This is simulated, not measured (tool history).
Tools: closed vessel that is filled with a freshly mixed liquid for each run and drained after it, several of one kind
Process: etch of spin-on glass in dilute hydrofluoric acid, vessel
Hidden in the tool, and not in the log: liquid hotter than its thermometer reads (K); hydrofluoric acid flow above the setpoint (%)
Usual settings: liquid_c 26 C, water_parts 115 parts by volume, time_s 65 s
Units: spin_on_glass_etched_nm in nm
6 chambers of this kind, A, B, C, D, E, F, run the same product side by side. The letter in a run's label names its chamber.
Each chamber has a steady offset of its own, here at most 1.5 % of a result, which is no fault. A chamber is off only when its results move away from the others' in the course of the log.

run   hour  liquid_c  water_parts  time_s  hours since the thermometer was replaced  hours since the hydrofluoric acid flow meter was replaced  read-back film thickness of the spin-on glass reference wafer, read on the same gauge (nm)  spin_on_glass_etched_nm
 1B   10.8        26          115      65                                     528.3                                                      809.9                                                                                      120.01                   24.615
 2F   18.1        26          115      65                                     648.4                                                      120.8                                                                                      120.01                   24.746
 3C   25.4        26          115      65                                    1489.5                                                       1065                                                                                      120.01                   24.015
        38  -- chamber A: thermometer replaced
 4A   38.7        26          115      65                                       0.8                                                      640.9                                                                                         120                   23.917
 5D   51.2        26          115      65                                       871                                                      737.5                                                                                      119.99                   24.489
 6E   58.7        23          115      80                                    1319.3                                                       69.2                                                                                      120.03                   26.645
 7A   66.1        23          115      80                                      28.2                                                      668.3                                                                                         120                    26.72
 8E   73.3        23          115      80                                    1333.9                                                       83.8                                                                                         120                   26.859
 9D   81.2        23          115      80                                       901                                                      767.5                                                                                      119.99                   26.441
10C   90.2        23          115      80                                    1554.3                                                     1129.8                                                                                      120.01                   26.466
11B     98        23          115      80                                     615.5                                                      897.1                                                                                      120.01                   26.753
12F    104        26          115      65                                     734.3                                                      206.7                                                                                      119.98                   24.602
13B  112.7        26          115      65                                     630.2                                                      911.8                                                                                      119.97                   24.194
14E  119.9        26          115      65                                    1380.5                                                      130.4                                                                                         120                   24.534
15D  132.9        26          115      65                                     952.7                                                      819.2                                                                                      119.99                   24.547
16F  142.7        26          115      65                                       773                                                      245.4                                                                                      119.99                   24.422
17A  150.3        26          115      65                                     112.4                                                      752.5                                                                                         120                   24.003
18C    160        26          115      65                                    1624.1                                                     1199.6                                                                                      119.95                    24.08
19D    171        26          115      65                                     990.8                                                      857.3                                                                                      119.99                   23.922
20F    178        26          115      65                                     808.3                                                      280.7                                                                                      119.98                   24.478
21B  189.6        26          115      65                                     707.1                                                      988.7                                                                                      120.02                   24.956
22C  202.5        26          115      65                                    1666.6                                                     1242.1                                                                                      119.99                   24.167
23E  211.3        29           85      65                                    1471.9                                                      221.8                                                                                      119.99                   39.119
24A  222.6        29           85      65                                     184.7                                                      824.8                                                                                         120                   38.161
25D  228.6        29           85      65                                    1048.4                                                      914.9                                                                                         120                   38.211
26B  237.4        29           85      65                                     754.9                                                     1036.5                                                                                      120.01                   38.179
     242.3  -- chamber D: hydrofluoric acid flow meter replaced
27A  244.1        29           85      65                                     206.2                                                      846.3                                                                                      120.03                   38.439
28C    255        29           85      65                                    1719.1                                                     1294.6                                                                                         120                   37.197
29F  264.7        26          115      65                                       895                                                      367.4                                                                                         120                   24.386
30E  274.2        26          115      65                                    1534.8                                                      284.7                                                                                      119.97                    24.36
31C  282.6      21.5           60      65                                    1746.7                                                     1322.2                                                                                      120.02                   41.337
32B  290.2      21.5           60      65                                     807.7                                                     1089.3                                                                                      120.03                   41.814
33D  296.3      21.5           60      65                                    1116.1                                                       54.1                                                                                      119.99                   41.042
34F  306.6      21.5           60      65                                     936.9                                                      409.3                                                                                      119.99                   42.015
35A  313.7      21.5           60      65                                     275.8                                                      915.9                                                                                         120                   42.297
36E  320.8      21.5           60      65                                    1581.4                                                      331.3                                                                                      120.01                   41.988
37C  330.4        26          115      65                                    1794.5                                                       1370                                                                                      120.01                   24.073
38A  337.1        26           80      65                                     299.2                                                      939.3                                                                                      120.01                    36.56

Next, every chamber runs the same settings. What will each give?
39A   347      27.5          115      65                                                                                                                                                                                                                         ?
39B   347      27.5          115      65                                                                                                                                                                                                                         ?
39C   347      27.5          115      65                                                                                                                                                                                                                         ?
39D   347      27.5          115      65                                                                                                                                                                                                                         ?
39E   347      27.5          115      65                                                                                                                                                                                                                         ?
39F   347      27.5          115      65                                                                                                                                                                                                                         ?

run  spin_on_glass_etched_nm
39A                   25.613
39B                   25.951
39C                   25.573
39D                   25.659
39E                   25.788
39F                   26.361
